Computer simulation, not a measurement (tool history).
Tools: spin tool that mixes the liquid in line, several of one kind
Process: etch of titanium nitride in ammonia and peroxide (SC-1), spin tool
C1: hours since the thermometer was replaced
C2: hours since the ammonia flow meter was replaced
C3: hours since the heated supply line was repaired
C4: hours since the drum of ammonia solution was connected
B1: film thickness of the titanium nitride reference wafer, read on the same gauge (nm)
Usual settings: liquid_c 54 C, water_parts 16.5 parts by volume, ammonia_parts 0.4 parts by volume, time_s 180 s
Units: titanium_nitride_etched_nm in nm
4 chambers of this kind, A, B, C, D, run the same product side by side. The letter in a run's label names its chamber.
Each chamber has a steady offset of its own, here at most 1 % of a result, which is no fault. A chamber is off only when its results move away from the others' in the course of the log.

Run 1B, day 0.308: usual settings; C1 192.9; C2 109.1; C3 891.2; C4 836.5; B1 89.982. Result: titanium_nitride_etched_nm 17.123 nm.
Run 2C, day 0.642: usual settings; C1 2010.0; C2 791.4; C3 107.7; C4 217.1; B1 90.010. Result: titanium_nitride_etched_nm 17.019 nm.
Run 3A, day 0.908: usual settings; C1 1296.1; C2 695.9; C3 2092.7; C4 201.5; B1 89.998. Result: titanium_nitride_etched_nm 17.041 nm.
Run 4D, day 1.325: usual settings; C1 879.4; C2 602.3; C3 1310.1; C4 81.0; B1 89.991. Result: titanium_nitride_etched_nm 17.600 nm.
Run 5D, day 1.629: usual settings; C1 886.7; C2 609.6; C3 1317.4; C4 88.3; B1 89.998. Result: titanium_nitride_etched_nm 17.052 nm.
Run 6A, day 2.075: usual settings; C1 1324.1; C2 723.9; C3 2120.7; C4 229.5; B1 90.018. Result: titanium_nitride_etched_nm 17.190 nm.
Run 7C, day 2.575: usual settings; C1 2056.4; C2 837.8; C3 154.1; C4 263.5; B1 90.012. Result: titanium_nitride_etched_nm 16.976 nm.
At day 2.758: chamber A: heated supply line repaired.
Run 8B, day 3.083: usual settings; C1 259.5; C2 175.7; C3 957.8; C4 903.1; B1 90.006. Result: titanium_nitride_etched_nm 16.824 nm.
Run 9A, day 3.354: usual settings but ammonia_parts 0.5 parts by volume, time_s 105 s; C1 1354.8; C2 754.6; C3 14.3; C4 260.2; B1 89.992. Result: titanium_nitride_etched_nm 10.328 nm.
Run 10C, day 3.775: usual settings but ammonia_parts 0.5 parts by volume, time_s 105 s; C1 2085.2; C2 866.6; C3 182.9; C4 292.3; B1 89.993. Result: titanium_nitride_etched_nm 10.420 nm.
Run 11B, day 4.000: usual settings but ammonia_parts 0.5 parts by volume, time_s 105 s; C1 281.5; C2 197.7; C3 979.8; C4 925.1; B1 90.007. Result: titanium_nitride_etched_nm 10.099 nm.
Run 12D, day 4.458: usual settings but ammonia_parts 0.5 parts by volume, time_s 105 s; C1 954.6; C2 677.5; C3 1385.3; C4 156.2; B1 90.021. Result: titanium_nitride_etched_nm 10.547 nm.
At day 4.508: chamber C: ammonia flow meter replaced.
Run 13A, day 4.900: usual settings but water_parts 9.0 parts by volume; C1 1391.9; C2 791.7; C3 51.4; C4 297.3; B1 90.016. Result: titanium_nitride_etched_nm 23.838 nm.
Run 14C, day 5.267: usual settings but water_parts 9.0 parts by volume; C1 2121.0; C2 18.3; C3 218.7; C4 328.1; B1 89.997. Result: titanium_nitride_etched_nm 23.454 nm.
Run 15B, day 5.575: usual settings but water_parts 9.0 parts by volume; C1 319.3; C2 235.5; C3 1017.6; C4 962.9; B1 90.018. Result: titanium_nitride_etched_nm 22.523 nm.
Run 16D, day 5.983: usual settings but water_parts 9.0 parts by volume; C1 991.2; C2 714.1; C3 1421.9; C4 192.8; B1 90.006. Result: titanium_nitride_etched_nm 24.129 nm.
Run 17C, day 6.475: usual settings; C1 2150.0; C2 47.3; C3 247.7; C4 357.1; B1 90.008. Result: titanium_nitride_etched_nm 16.870 nm.
Run 18B, day 6.700: usual settings; C1 346.3; C2 262.5; C3 1044.6; C4 989.9; B1 89.983. Result: titanium_nitride_etched_nm 16.313 nm.
At day 6.767: chamber B: new drum of ammonia solution connected.
Run 19D, day 6.946: usual settings but ammonia_parts 0.5 parts by volume, time_s 220 s; C1 1014.3; C2 737.2; C3 1445.0; C4 215.9; B1 89.978. Result: titanium_nitride_etched_nm 21.788 nm.
Run 20A, day 7.396: usual settings but ammonia_parts 0.5 parts by volume, time_s 220 s; C1 1451.8; C2 851.6; C3 111.3; C4 357.2; B1 89.990. Result: titanium_nitride_etched_nm 21.833 nm.
Run 21D, day 7.900: usual settings but ammonia_parts 0.5 parts by volume, time_s 220 s; C1 1037.2; C2 760.1; C3 1467.9; C4 238.8; B1 89.999. Result: titanium_nitride_etched_nm 22.088 nm.
Run 22C, day 8.154: usual settings but ammonia_parts 0.5 parts by volume, time_s 220 s; C1 2190.3; C2 87.6; C3 288.0; C4 397.4; B1 89.997. Result: titanium_nitride_etched_nm 21.695 nm.
Run 23A, day 8.462: usual settings; C1 1477.4; C2 877.2; C3 136.9; C4 382.8; B1 90.002. Result: titanium_nitride_etched_nm 17.278 nm.
Run 24B, day 8.758: usual settings; C1 395.7; C2 311.9; C3 1094.0; C4 47.9; B1 89.996. Result: titanium_nitride_etched_nm 15.821 nm.
Run 25A, day 9.021: usual settings; C1 1490.8; C2 890.6; C3 150.3; C4 396.2; B1 89.989. Result: titanium_nitride_etched_nm 16.768 nm.
Run 26D, day 9.525: usual settings; C1 1076.2; C2 799.1; C3 1506.9; C4 277.8; B1 90.005. Result: titanium_nitride_etched_nm 17.228 nm.
Run 27B, day 9.929: usual settings; C1 423.8; C2 340.0; C3 1122.1; C4 76.0; B1 90.020. Result: titanium_nitride_etched_nm 15.568 nm.
Run 28C, day 10.412: usual settings; C1 2244.5; C2 141.8; C3 342.2; C4 451.6; B1 90.010. Result: titanium_nitride_etched_nm 17.083 nm.
Run 29B, day 10.800: usual settings; C1 444.7; C2 360.9; C3 1143.0; C4 96.9; B1 90.012. Result: titanium_nitride_etched_nm 15.282 nm.

Is one chamber off against the others, does the gauge drift, or is nothing wrong? If a chamber is off, say which, and what the likeliest cause is.

Chamber B drifts away from the others.
Cause: temperature lost on the way to the wafer (K) = 1.69.
The log may not tell that from: liquid colder than its thermometer reads (K).

Here are 4 candidates for chamber B's next run, each the usual settings with a change, their results left as question marks. Which one brings its results back in line with what the others give on the usual settings?
In line means no further than this from the other chambers' mean on the usual settings: titanium_nitride_etched_nm 0.590 nm
Run 30B-1, day 11.171: usual settings but water_parts 13.5 parts by volume. Result: titanium_nitride_etched_nm ?.
Run 30B-2, day 11.171: usual settings but water_parts 11.0 parts by volume. Result: titanium_nitride_etched_nm ?.
Run 30B-3, day 11.171: usual settings but liquid_c 53.0 C, time_s 175 s. Result: titanium_nitride_etched_nm ?.
Run 30B-4, day 11.171: usual settings but liquid_c 52.5 C, water_parts 17.0 parts by volume, time_s 165 s. Result: titanium_nitride_etched_nm ?.

The other chambers' mean on the usual settings: titanium_nitride_etched_nm 17.132 nm
  run  titanium_nitride_etched_nm
30B-1                      17.258
30B-2                      19.249
30B-3                      14.042
30B-4                      12.581
30B-1 brings the chamber back in line.
